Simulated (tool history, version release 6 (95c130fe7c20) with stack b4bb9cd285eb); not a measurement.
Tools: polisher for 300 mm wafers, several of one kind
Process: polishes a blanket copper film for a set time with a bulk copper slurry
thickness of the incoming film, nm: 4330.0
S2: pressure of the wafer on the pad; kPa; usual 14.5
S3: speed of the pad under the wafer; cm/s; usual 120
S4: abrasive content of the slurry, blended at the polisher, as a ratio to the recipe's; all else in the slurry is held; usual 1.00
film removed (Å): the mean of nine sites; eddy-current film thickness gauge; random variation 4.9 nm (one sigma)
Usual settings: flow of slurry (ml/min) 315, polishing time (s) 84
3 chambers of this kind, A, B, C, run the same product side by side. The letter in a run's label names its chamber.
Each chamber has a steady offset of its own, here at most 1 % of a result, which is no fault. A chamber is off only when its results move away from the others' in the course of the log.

run 1C day=0.212 | flow_of_slurry_(ml/min)=315 S2=14.5 S3=120 S4=1.00 polishing_time_(s)=84 | film_removed_(Å)=6504.2
run 2B day=0.421 | flow_of_slurry_(ml/min)=315 S2=14.5 S3=120 S4=1.00 polishing_time_(s)=84 | film_removed_(Å)=6545.6
-- day=0.475 chamber B: worn pad replaced by a new one
run 3A day=0.692 | flow_of_slurry_(ml/min)=315 S2=14.5 S3=120 S4=1.00 polishing_time_(s)=84 | film_removed_(Å)=6400.3
run 4A day=0.888 | flow_of_slurry_(ml/min)=315 S2=14.5 S3=120 S4=1.00 polishing_time_(s)=84 | film_removed_(Å)=6466.1
run 5B day=1.025 | flow_of_slurry_(ml/min)=315 S2=14.5 S3=120 S4=1.00 polishing_time_(s)=84 | film_removed_(Å)=6504.0
-- day=1.162 chamber C: worn pad replaced by a new one
-- day=1.242 chamber A: worn pad replaced by a new one
run 6C day=1.254 | flow_of_slurry_(ml/min)=315 S2=14.5 S3=120 S4=1.00 polishing_time_(s)=84 | film_removed_(Å)=6529.8
run 7B day=1.400 | flow_of_slurry_(ml/min)=400 S2=14.5 S3=94 S4=1.00 polishing_time_(s)=84 | film_removed_(Å)=5160.8
-- day=1.571 chamber A: slurry blender recalibrated
run 8C day=1.621 | flow_of_slurry_(ml/min)=400 S2=14.5 S3=94 S4=1.00 polishing_time_(s)=84 | film_removed_(Å)=5123.3
run 9A day=1.900 | flow_of_slurry_(ml/min)=400 S2=14.5 S3=94 S4=1.00 polishing_time_(s)=84 | film_removed_(Å)=5123.4
run 10C day=2.175 | flow_of_slurry_(ml/min)=315 S2=14.5 S3=100 S4=1.15 polishing_time_(s)=84 | film_removed_(Å)=5632.8
run 11B day=2.371 | flow_of_slurry_(ml/min)=315 S2=14.5 S3=100 S4=1.15 polishing_time_(s)=84 | film_removed_(Å)=5575.9
-- day=2.404 chamber C: slurry nozzle cleaned
run 12A day=2.625 | flow_of_slurry_(ml/min)=315 S2=14.5 S3=100 S4=1.15 polishing_time_(s)=84 | film_removed_(Å)=5553.4
-- day=2.708 chamber B: worn pad replaced by a new one
run 13C day=2.875 | flow_of_slurry_(ml/min)=315 S2=14.5 S3=120 S4=1.20 polishing_time_(s)=84 | film_removed_(Å)=6707.0
-- day=2.967 chamber C: worn pad replaced by a new one
run 14A day=3.071 | flow_of_slurry_(ml/min)=315 S2=14.5 S3=120 S4=1.20 polishing_time_(s)=84 | film_removed_(Å)=6661.9
-- day=3.108 chamber C: slurry blender recalibrated
run 15B day=3.225 | flow_of_slurry_(ml/min)=315 S2=14.5 S3=120 S4=1.20 polishing_time_(s)=84 | film_removed_(Å)=6646.0
run 16C day=3.496 | flow_of_slurry_(ml/min)=315 S2=14.5 S3=120 S4=1.00 polishing_time_(s)=84 | film_removed_(Å)=6529.1
run 17A day=3.696 | flow_of_slurry_(ml/min)=315 S2=14.5 S3=120 S4=1.00 polishing_time_(s)=84 | film_removed_(Å)=6418.9
run 18B day=3.883 | flow_of_slurry_(ml/min)=315 S2=14.5 S3=120 S4=1.00 polishing_time_(s)=84 | film_removed_(Å)=6524.1
run 19C day=4.017 | flow_of_slurry_(ml/min)=315 S2=14.5 S3=120 S4=1.00 polishing_time_(s)=84 | film_removed_(Å)=6378.4
run 20B day=4.200 | flow_of_slurry_(ml/min)=315 S2=14.5 S3=120 S4=1.00 polishing_time_(s)=84 | film_removed_(Å)=6402.0
run 21A day=4.408 | flow_of_slurry_(ml/min)=315 S2=14.5 S3=120 S4=0.85 polishing_time_(s)=75 | film_removed_(Å)=5539.2
-- day=4.446 chamber C: worn pad replaced by a new one
run 22C day=4.554 | flow_of_slurry_(ml/min)=315 S2=14.5 S3=120 S4=0.85 polishing_time_(s)=75 | film_removed_(Å)=5538.4
run 23A day=4.812 | flow_of_slurry_(ml/min)=315 S2=14.5 S3=120 S4=0.85 polishing_time_(s)=75 | film_removed_(Å)=5485.9
run 24B day=4.983 | flow_of_slurry_(ml/min)=315 S2=14.5 S3=120 S4=1.00 polishing_time_(s)=84 | film_removed_(Å)=6507.5
-- day=5.004 chamber A: worn pad replaced by a new one
-- day=5.129 chamber B: worn pad replaced by a new one
run 25B day=5.196 | flow_of_slurry_(ml/min)=365 S2=14.5 S3=120 S4=1.00 polishing_time_(s)=84 | film_removed_(Å)=6637.8
run 26A day=5.404 | flow_of_slurry_(ml/min)=365 S2=14.5 S3=120 S4=1.00 polishing_time_(s)=84 | film_removed_(Å)=6524.8
run 27C day=5.642 | flow_of_slurry_(ml/min)=365 S2=14.5 S3=120 S4=1.00 polishing_time_(s)=84 | film_removed_(Å)=6567.5
run 28A day=5.896 | flow_of_slurry_(ml/min)=315 S2=14.5 S3=120 S4=1.00 polishing_time_(s)=84 | film_removed_(Å)=6540.0
-- day=5.988 chamber A: head pressure recalibrated
-- day=6.100 chamber C: worn pad replaced by a new one
run 29B day=6.142 | flow_of_slurry_(ml/min)=315 S2=14.5 S3=150 S4=0.85 polishing_time_(s)=84 | film_removed_(Å)=7872.6
run 30C day=6.379 | flow_of_slurry_(ml/min)=315 S2=14.5 S3=150 S4=0.85 polishing_time_(s)=84 | film_removed_(Å)=7891.9
run 31B day=6.538 | flow_of_slurry_(ml/min)=315 S2=14.5 S3=150 S4=0.85 polishing_time_(s)=84 | film_removed_(Å)=7765.8
run 32A day=6.779 | flow_of_slurry_(ml/min)=315 S2=14.5 S3=120 S4=1.00 polishing_time_(s)=84 | film_removed_(Å)=6459.7
run 33C day=7.033 | flow_of_slurry_(ml/min)=315 S2=14.5 S3=120 S4=1.00 polishing_time_(s)=84 | film_removed_(Å)=6510.5
run 34B day=7.175 | flow_of_slurry_(ml/min)=315 S2=14.5 S3=120 S4=1.00 polishing_time_(s)=84 | film_removed_(Å)=6609.7
-- day=7.308 chamber B: worn pad replaced by a new one
run 35A day=7.412 | flow_of_slurry_(ml/min)=315 S2=14.5 S3=120 S4=1.00 polishing_time_(s)=84 | film_removed_(Å)=6451.0
run 36C day=7.546 | flow_of_slurry_(ml/min)=315 S2=14.5 S3=120 S4=1.00 polishing_time_(s)=84 | film_removed_(Å)=6436.1
-- day=7.717 chamber C: worn pad replaced by a new one
run 37B day=7.758 | flow_of_slurry_(ml/min)=315 S2=14.5 S3=120 S4=1.00 polishing_time_(s)=84 | film_removed_(Å)=6476.3
run 38C day=7.904 | flow_of_slurry_(ml/min)=315 S2=14.5 S3=120 S4=1.00 polishing_time_(s)=84 | film_removed_(Å)=6478.4
run 39A day=8.179 | flow_of_slurry_(ml/min)=315 S2=14.5 S3=120 S4=1.00 polishing_time_(s)=84 | film_removed_(Å)=6429.4
run 40C day=8.425 | flow_of_slurry_(ml/min)=315 S2=14.5 S3=96 S4=1.00 polishing_time_(s)=58 | film_removed_(Å)=3580.5
run 41B day=8.625 | flow_of_slurry_(ml/min)=315 S2=14.5 S3=96 S4=1.00 polishing_time_(s)=58 | film_removed_(Å)=3603.8

Next, every chamber runs the same settings. What will each give?
run 42A day=8.825 | flow_of_slurry_(ml/min)=315 S2=14.5 S3=120 S4=0.85 polishing_time_(s)=84 | film_removed_(Å)=?
run 42B day=8.825 | flow_of_slurry_(ml/min)=315 S2=14.5 S3=120 S4=0.85 polishing_time_(s)=84 | film_removed_(Å)=?
run 42C day=8.825 | flow_of_slurry_(ml/min)=315 S2=14.5 S3=120 S4=0.85 polishing_time_(s)=84 | film_removed_(Å)=?

run=42A film_removed_(Å)=6209.2
run=42B film_removed_(Å)=6320.4
run=42C film_removed_(Å)=6277.9
